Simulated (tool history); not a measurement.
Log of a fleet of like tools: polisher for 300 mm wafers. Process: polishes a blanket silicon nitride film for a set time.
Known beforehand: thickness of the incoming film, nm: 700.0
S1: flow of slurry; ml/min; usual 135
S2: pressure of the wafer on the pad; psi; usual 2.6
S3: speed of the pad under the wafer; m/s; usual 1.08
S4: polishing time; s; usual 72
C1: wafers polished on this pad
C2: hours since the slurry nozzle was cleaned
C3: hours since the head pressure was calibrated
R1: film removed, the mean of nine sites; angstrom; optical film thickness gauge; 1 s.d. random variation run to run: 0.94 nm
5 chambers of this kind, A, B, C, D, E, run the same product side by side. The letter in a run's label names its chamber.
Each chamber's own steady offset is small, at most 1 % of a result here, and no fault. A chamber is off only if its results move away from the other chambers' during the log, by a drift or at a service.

{"run": "1E", "day": 0.317, "S1": 135, "S2": 2.6, "S3": 1.08, "S4": 72, "C1": 785, "C2": 289.9, "C3": 391.4, "R1": 886.38}
{"run": "2D", "day": 0.558, "S1": 135, "S2": 2.6, "S3": 1.08, "S4": 72, "C1": 891, "C2": 186.7, "C3": 17.1, "R1": 907.11}
{"run": "3C", "day": 0.979, "S1": 135, "S2": 2.6, "S3": 1.08, "S4": 72, "C1": 558, "C2": 136.5, "C3": 922.4, "R1": 921.36}
{"run": "4B", "day": 1.317, "S1": 135, "S2": 2.6, "S3": 1.08, "S4": 72, "C1": 538, "C2": 346.2, "C3": 624.8, "R1": 903.02}
{"run": "5A", "day": 1.583, "S1": 135, "S2": 2.6, "S3": 1.08, "S4": 72, "C1": 539, "C2": 114.2, "C3": 895.1, "R1": 914.69}
{"day": 1.646, "done": "chamber E: worn pad replaced by a new one"}
{"run": "6D", "day": 1.925, "S1": 135, "S2": 2.6, "S3": 1.08, "S4": 72, "C1": 1204, "C2": 219.5, "C3": 49.9, "R1": 916.98}
{"day": 2.233, "done": "chamber A: worn pad replaced by a new one"}
{"run": "7C", "day": 2.342, "S1": 135, "S2": 2.6, "S3": 0.82, "S4": 81, "C1": 869, "C2": 169.2, "C3": 955.1, "R1": 813.2}
{"run": "8E", "day": 2.804, "S1": 135, "S2": 2.6, "S3": 0.82, "S4": 81, "C1": 265, "C2": 349.6, "C3": 451.1, "R1": 833.38}
{"day": 2.908, "done": "chamber B: slurry nozzle cleaned"}
{"run": "9B", "day": 3.033, "S1": 135, "S2": 2.6, "S3": 0.82, "S4": 81, "C1": 930, "C2": 3.1, "C3": 666, "R1": 815.77}
{"run": "10A", "day": 3.312, "S1": 135, "S2": 2.6, "S3": 0.82, "S4": 81, "C1": 247, "C2": 155.7, "C3": 936.6, "R1": 832.07}
{"day": 3.662, "done": "chamber C: worn pad replaced by a new one"}
{"run": "11A", "day": 3.696, "S1": 135, "S2": 2.6, "S3": 0.82, "S4": 81, "C1": 335, "C2": 164.9, "C3": 945.8, "R1": 822.11}
{"run": "12C", "day": 4.188, "S1": 135, "S2": 2.6, "S3": 1.08, "S4": 72, "C1": 120, "C2": 213.5, "C3": 999.4, "R1": 903.06}
{"run": "13E", "day": 4.571, "S1": 135, "S2": 3, "S3": 1.08, "S4": 72, "C1": 670, "C2": 392, "C3": 493.5, "R1": 1044.9}
{"day": 4.875, "done": "chamber A: head pressure recalibrated"}
{"day": 5.058, "done": "chamber A: worn pad replaced by a new one"}
{"run": "14D", "day": 5.083, "S1": 135, "S2": 3, "S3": 1.08, "S4": 72, "C1": 1927, "C2": 295.3, "C3": 125.7, "R1": 1027.8}
{"run": "15B", "day": 5.4, "S1": 135, "S2": 3, "S3": 1.08, "S4": 72, "C1": 1472, "C2": 59.9, "C3": 722.8, "R1": 1031}
{"day": 5.662, "done": "chamber B: worn pad replaced by a new one"}
{"run": "16D", "day": 5.746, "S1": 135, "S2": 3, "S3": 1.08, "S4": 72, "C1": 2079, "C2": 311.2, "C3": 141.6, "R1": 1037.6}
{"run": "17A", "day": 6.142, "S1": 135, "S2": 3, "S3": 1.08, "S4": 72, "C1": 248, "C2": 223.6, "C3": 30.4, "R1": 1018}
{"run": "18B", "day": 6.475, "S1": 135, "S2": 2.6, "S3": 1.08, "S4": 72, "C1": 186, "C2": 85.7, "C3": 748.6, "R1": 904.36}
{"day": 6.596, "done": "chamber E: worn pad replaced by a new one"}
{"run": "19C", "day": 6.967, "S1": 135, "S2": 2.6, "S3": 1.08, "S4": 72, "C1": 756, "C2": 280.2, "C3": 1066.1, "R1": 904.95}
{"run": "20E", "day": 7.417, "S1": 135, "S2": 2.6, "S3": 1.08, "S4": 72, "C1": 187, "C2": 460.3, "C3": 561.8, "R1": 889.25}
{"run": "21A", "day": 7.754, "S1": 135, "S2": 2.6, "S3": 1.08, "S4": 72, "C1": 617, "C2": 262.3, "C3": 69.1, "R1": 906.02}
{"day": 8.05, "done": "chamber C: worn pad replaced by a new one"}
{"run": "22B", "day": 8.258, "S1": 135, "S2": 2.6, "S3": 1.08, "S4": 72, "C1": 594, "C2": 128.5, "C3": 791.4, "R1": 914.66}
{"day": 8.679, "done": "chamber A: worn pad replaced by a new one"}
{"run": "23E", "day": 8.721, "S1": 135, "S2": 2.6, "S3": 1.08, "S4": 72, "C1": 486, "C2": 491.6, "C3": 593.1, "R1": 905.74}
{"run": "24D", "day": 9.062, "S1": 135, "S2": 2.6, "S3": 1.08, "S4": 72, "C1": 2838, "C2": 390.8, "C3": 221.2, "R1": 874.82}
{"run": "25C", "day": 9.504, "S1": 135, "S2": 2.6, "S3": 1.08, "S4": 72, "C1": 333, "C2": 341.1, "C3": 1127, "R1": 894.39}
{"run": "26B", "day": 10.008, "S1": 135, "S2": 2.6, "S3": 1.08, "S4": 72, "C1": 994, "C2": 170.5, "C3": 833.4, "R1": 890.8}
{"run": "27C", "day": 10.417, "S1": 135, "S2": 2.6, "S3": 1.08, "S4": 72, "C1": 542, "C2": 363, "C3": 1148.9, "R1": 895.41}
{"run": "28D", "day": 10.738, "S1": 135, "S2": 2.6, "S3": 1.08, "S4": 72, "C1": 3221, "C2": 431, "C3": 261.4, "R1": 875.63}
{"run": "29E", "day": 11.104, "S1": 135, "S2": 2.6, "S3": 0.86, "S4": 72, "C1": 1031, "C2": 548.8, "C3": 650.3, "R1": 749.07}
{"run": "30A", "day": 11.483, "S1": 135, "S2": 2.6, "S3": 0.86, "S4": 72, "C1": 642, "C2": 351.8, "C3": 158.6, "R1": 751.55}
{"day": 11.708, "done": "chamber A: worn pad replaced by a new one"}
{"run": "31A", "day": 11.712, "S1": 135, "S2": 2.6, "S3": 0.86, "S4": 72, "C1": 1, "C2": 357.3, "C3": 164.1, "R1": 766.1}
{"run": "32C", "day": 11.938, "S1": 135, "S2": 2.6, "S3": 0.86, "S4": 72, "C1": 890, "C2": 399.5, "C3": 1185.4, "R1": 760.95}

All 5 chambers run these settings next. Forecast each chamber's results:
{"run": "33A", "day": 12.312, "S1": 110, "S2": 2.6, "S3": 1.08, "S4": 72, "R1": "?"}
{"run": "33B", "day": 12.312, "S1": 110, "S2": 2.6, "S3": 1.08, "S4": 72, "R1": "?"}
{"run": "33C", "day": 12.312, "S1": 110, "S2": 2.6, "S3": 1.08, "S4": 72, "R1": "?"}
{"run": "33D", "day": 12.312, "S1": 110, "S2": 2.6, "S3": 1.08, "S4": 72, "R1": "?"}
{"run": "33E", "day": 12.312, "S1": 110, "S2": 2.6, "S3": 1.08, "S4": 72, "R1": "?"}

run=33A R1=863.4
run=33B R1=846.55
run=33C R1=868.58
run=33D R1=830.25
run=33E R1=849

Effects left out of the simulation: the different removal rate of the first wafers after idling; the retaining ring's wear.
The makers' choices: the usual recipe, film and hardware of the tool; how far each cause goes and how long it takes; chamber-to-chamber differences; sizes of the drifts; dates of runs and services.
